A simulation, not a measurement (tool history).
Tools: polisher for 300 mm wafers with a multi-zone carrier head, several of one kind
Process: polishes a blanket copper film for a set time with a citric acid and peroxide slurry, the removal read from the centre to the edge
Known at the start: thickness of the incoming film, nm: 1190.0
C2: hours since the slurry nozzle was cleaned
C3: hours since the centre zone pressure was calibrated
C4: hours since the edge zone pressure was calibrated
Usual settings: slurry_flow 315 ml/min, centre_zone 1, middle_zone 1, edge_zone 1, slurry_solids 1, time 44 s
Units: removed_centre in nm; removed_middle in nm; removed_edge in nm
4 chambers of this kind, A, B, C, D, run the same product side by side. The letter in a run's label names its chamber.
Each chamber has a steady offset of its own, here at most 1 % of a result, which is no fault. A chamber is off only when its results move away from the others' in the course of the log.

{"run": "1B", "hour": 11.2, "slurry_flow": 315, "centre_zone": 1, "middle_zone": 1, "edge_zone": 1, "slurry_solids": 1, "time": 44, "wafers polished on this pad": 1291, "C2": 295.4, "C3": 736.9, "C4": 368.7, "removed_centre": 112.46, "removed_middle": 110.57, "removed_edge": 113.89}
{"hour": 14.2, "done": "chamber B: centre zone pressure recalibrated"}
{"hour": 18.6, "done": "chamber B: worn pad replaced by a new one"}
{"hour": 22.8, "done": "chamber D: worn pad replaced by a new one"}
{"run": "2D", "hour": 23.7, "slurry_flow": 315, "centre_zone": 1, "middle_zone": 1, "edge_zone": 1, "slurry_solids": 1, "time": 44, "wafers polished on this pad": 15, "C2": 538.1, "C3": 1429.6, "C4": 302.1, "removed_centre": 111.33, "removed_middle": 111.26, "removed_edge": 112.91}
{"hour": 32.4, "done": "chamber A: worn pad replaced by a new one"}
{"run": "3A", "hour": 32.7, "slurry_flow": 315, "centre_zone": 1, "middle_zone": 1, "edge_zone": 1, "slurry_solids": 1, "time": 44, "wafers polished on this pad": 6, "C2": 152.3, "C3": 913.7, "C4": 825.8, "removed_centre": 110.86, "removed_middle": 112.93, "removed_edge": 115.16}
{"hour": 34.5, "done": "chamber C: worn pad replaced by a new one"}
{"run": "4C", "hour": 43.0, "slurry_flow": 315, "centre_zone": 1, "middle_zone": 1, "edge_zone": 1, "slurry_solids": 1, "time": 44, "wafers polished on this pad": 141, "C2": 260.9, "C3": 477.9, "C4": 362.6, "removed_centre": 113.11, "removed_middle": 110.81, "removed_edge": 111.33}
{"run": "5D", "hour": 52.9, "slurry_flow": 315, "centre_zone": 1, "middle_zone": 1, "edge_zone": 1, "slurry_solids": 1, "time": 44, "wafers polished on this pad": 497, "C2": 567.3, "C3": 1458.8, "C4": 331.3, "removed_centre": 111.42, "removed_middle": 112, "removed_edge": 112}
{"run": "6C", "hour": 60.2, "slurry_flow": 315, "centre_zone": 1, "middle_zone": 1, "edge_zone": 1, "slurry_solids": 1, "time": 44, "wafers polished on this pad": 425, "C2": 278.1, "C3": 495.1, "C4": 379.8, "removed_centre": 110.38, "removed_middle": 111.67, "removed_edge": 110.05}
{"run": "7A", "hour": 68.8, "slurry_flow": 315, "centre_zone": 1, "middle_zone": 1, "edge_zone": 1, "slurry_solids": 1, "time": 44, "wafers polished on this pad": 602, "C2": 188.4, "C3": 949.8, "C4": 861.9, "removed_centre": 110.29, "removed_middle": 114.53, "removed_edge": 111.86}
{"run": "8B", "hour": 74.9, "slurry_flow": 315, "centre_zone": 1, "middle_zone": 1, "edge_zone": 1, "slurry_solids": 1, "time": 44, "wafers polished on this pad": 930, "C2": 359.1, "C3": 60.7, "C4": 432.4, "removed_centre": 112.84, "removed_middle": 109.33, "removed_edge": 112.47}
{"hour": 80.3, "done": "chamber D: worn pad replaced by a new one"}
{"run": "9C", "hour": 80.9, "slurry_flow": 315, "centre_zone": 1, "middle_zone": 1, "edge_zone": 1, "slurry_solids": 1, "time": 44, "wafers polished on this pad": 767, "C2": 298.8, "C3": 515.8, "C4": 400.5, "removed_centre": 112.44, "removed_middle": 109.08, "removed_edge": 111.08}
{"run": "10B", "hour": 87.7, "slurry_flow": 315, "centre_zone": 1, "middle_zone": 1, "edge_zone": 1, "slurry_solids": 1, "time": 44, "wafers polished on this pad": 1142, "C2": 371.9, "C3": 73.5, "C4": 445.2, "removed_centre": 110.66, "removed_middle": 112.77, "removed_edge": 112.03}
{"hour": 91.5, "done": "chamber C: worn pad replaced by a new one"}
{"run": "11A", "hour": 96.8, "slurry_flow": 315, "centre_zone": 1, "middle_zone": 1, "edge_zone": 1, "slurry_solids": 1, "time": 44, "wafers polished on this pad": 1064, "C2": 216.4, "C3": 977.8, "C4": 889.9, "removed_centre": 111.91, "removed_middle": 111.81, "removed_edge": 111.06}
{"hour": 104.2, "done": "chamber B: worn pad replaced by a new one"}
{"hour": 104.7, "done": "chamber A: worn pad replaced by a new one"}
{"run": "12D", "hour": 105.5, "slurry_flow": 315, "centre_zone": 1, "middle_zone": 1, "edge_zone": 1, "slurry_solids": 1, "time": 44, "wafers polished on this pad": 416, "C2": 619.9, "C3": 1511.4, "C4": 383.9, "removed_centre": 112.19, "removed_middle": 113.28, "removed_edge": 112.5}
{"hour": 108.7, "done": "chamber D: centre zone pressure recalibrated"}
{"run": "13B", "hour": 116.0, "slurry_flow": 315, "centre_zone": 1, "middle_zone": 1, "edge_zone": 1, "slurry_solids": 1, "time": 44, "wafers polished on this pad": 196, "C2": 400.2, "C3": 101.8, "C4": 473.5, "removed_centre": 110.65, "removed_middle": 112.51, "removed_edge": 113.33}
{"run": "14D", "hour": 125.7, "slurry_flow": 315, "centre_zone": 1, "middle_zone": 1, "edge_zone": 1, "slurry_solids": 1, "time": 44, "wafers polished on this pad": 749, "C2": 640.1, "C3": 17, "C4": 404.1, "removed_centre": 98.535, "removed_middle": 110.72, "removed_edge": 112.38}
{"run": "15C", "hour": 136.3, "slurry_flow": 315, "centre_zone": 1, "middle_zone": 1, "edge_zone": 1, "slurry_solids": 1, "time": 44, "wafers polished on this pad": 739, "C2": 354.2, "C3": 571.2, "C4": 455.9, "removed_centre": 111.38, "removed_middle": 110.19, "removed_edge": 113.81}
{"hour": 142.9, "done": "chamber B: slurry nozzle cleaned"}
{"run": "16A", "hour": 144.0, "slurry_flow": 315, "centre_zone": 1, "middle_zone": 1, "edge_zone": 1, "slurry_solids": 1, "time": 44, "wafers polished on this pad": 648, "C2": 263.6, "C3": 1025, "C4": 937.1, "removed_centre": 111.95, "removed_middle": 112.91, "removed_edge": 113.24}
{"hour": 151.2, "done": "chamber A: slurry nozzle cleaned"}
{"hour": 153.3, "done": "chamber D: worn pad replaced by a new one"}
{"run": "17D", "hour": 155.4, "slurry_flow": 315, "centre_zone": 1, "middle_zone": 1, "edge_zone": 1, "slurry_solids": 1, "time": 44, "wafers polished on this pad": 35, "C2": 669.8, "C3": 46.7, "C4": 433.8, "removed_centre": 97.98, "removed_middle": 111.18, "removed_edge": 113.04}
{"hour": 159.7, "done": "chamber C: worn pad replaced by a new one"}
{"run": "18B", "hour": 163.4, "slurry_flow": 265, "centre_zone": 1, "middle_zone": 1, "edge_zone": 1.08, "slurry_solids": 1, "time": 44, "wafers polished on this pad": 978, "C2": 20.5, "C3": 149.2, "C4": 520.9, "removed_centre": 108.45, "removed_middle": 108.89, "removed_edge": 115.29}
{"hour": 171.1, "done": "chamber A: worn pad replaced by a new one"}
{"run": "19C", "hour": 176.3, "slurry_flow": 265, "centre_zone": 1, "middle_zone": 1, "edge_zone": 1.08, "slurry_solids": 1, "time": 44, "wafers polished on this pad": 274, "C2": 394.2, "C3": 611.2, "C4": 495.9, "removed_centre": 111.43, "removed_middle": 109.64, "removed_edge": 113.62}
{"hour": 184.6, "done": "chamber D: edge zone pressure recalibrated"}
{"hour": 184.6, "done": "chamber B: worn pad replaced by a new one"}
{"run": "20A", "hour": 187.0, "slurry_flow": 265, "centre_zone": 1, "middle_zone": 1, "edge_zone": 1.08, "slurry_solids": 1, "time": 44, "wafers polished on this pad": 264, "C2": 35.9, "C3": 1068, "C4": 980.1, "removed_centre": 109.97, "removed_middle": 109.07, "removed_edge": 116.85}
{"run": "21C", "hour": 199.2, "slurry_flow": 265, "centre_zone": 1, "middle_zone": 1, "edge_zone": 1.08, "slurry_solids": 1, "time": 44, "wafers polished on this pad": 652, "C2": 417.1, "C3": 634.1, "C4": 518.8, "removed_centre": 110.82, "removed_middle": 110.34, "removed_edge": 111.9}
{"run": "22D", "hour": 210.9, "slurry_flow": 315, "centre_zone": 1, "middle_zone": 1, "edge_zone": 1, "slurry_solids": 1, "time": 44, "wafers polished on this pad": 951, "C2": 725.3, "C3": 102.2, "C4": 26.3, "removed_centre": 97.187, "removed_middle": 111.71, "removed_edge": 111.3}
{"run": "23B", "hour": 217.3, "slurry_flow": 315, "centre_zone": 1, "middle_zone": 1, "edge_zone": 1, "slurry_solids": 1, "time": 44, "wafers polished on this pad": 540, "C2": 74.4, "C3": 203.1, "C4": 574.8, "removed_centre": 112.77, "removed_middle": 111.94, "removed_edge": 115.57}
{"run": "24A", "hour": 228.0, "slurry_flow": 315, "centre_zone": 1, "middle_zone": 1, "edge_zone": 0.96, "slurry_solids": 1, "time": 44, "wafers polished on this pad": 941, "C2": 76.9, "C3": 1109, "C4": 1021.1, "removed_centre": 110.38, "removed_middle": 110.97, "removed_edge": 108.03}
{"run": "25B", "hour": 241.8, "slurry_flow": 315, "centre_zone": 1, "middle_zone": 1, "edge_zone": 0.96, "slurry_solids": 1, "time": 44, "wafers polished on this pad": 944, "C2": 98.9, "C3": 227.6, "C4": 599.3, "removed_centre": 111.5, "removed_middle": 109.65, "removed_edge": 112.09}

Next, every chamber runs the same settings. What will each give?
{"run": "26A", "hour": 251.6, "slurry_flow": 315, "centre_zone": 1, "middle_zone": 1, "edge_zone": 1, "slurry_solids": 1, "time": 56, "removed_centre": "?", "removed_middle": "?", "removed_edge": "?"}
{"run": "26B", "hour": 251.6, "slurry_flow": 315, "centre_zone": 1, "middle_zone": 1, "edge_zone": 1, "slurry_solids": 1, "time": 56, "removed_centre": "?", "removed_middle": "?", "removed_edge": "?"}
{"run": "26C", "hour": 251.6, "slurry_flow": 315, "centre_zone": 1, "middle_zone": 1, "edge_zone": 1, "slurry_solids": 1, "time": 56, "removed_centre": "?", "removed_middle": "?", "removed_edge": "?"}
{"run": "26D", "hour": 251.6, "slurry_flow": 315, "centre_zone": 1, "middle_zone": 1, "edge_zone": 1, "slurry_solids": 1, "time": 56, "removed_centre": "?", "removed_middle": "?", "removed_edge": "?"}

run=26A removed_centre=140.41 removed_middle=139.4 removed_edge=142.28
run=26B removed_centre=141.25 removed_middle=143.64 removed_edge=143.01
run=26C removed_centre=142.52 removed_middle=140.18 removed_edge=137.53
run=26D removed_centre=124.21 removed_middle=137.58 removed_edge=140.62
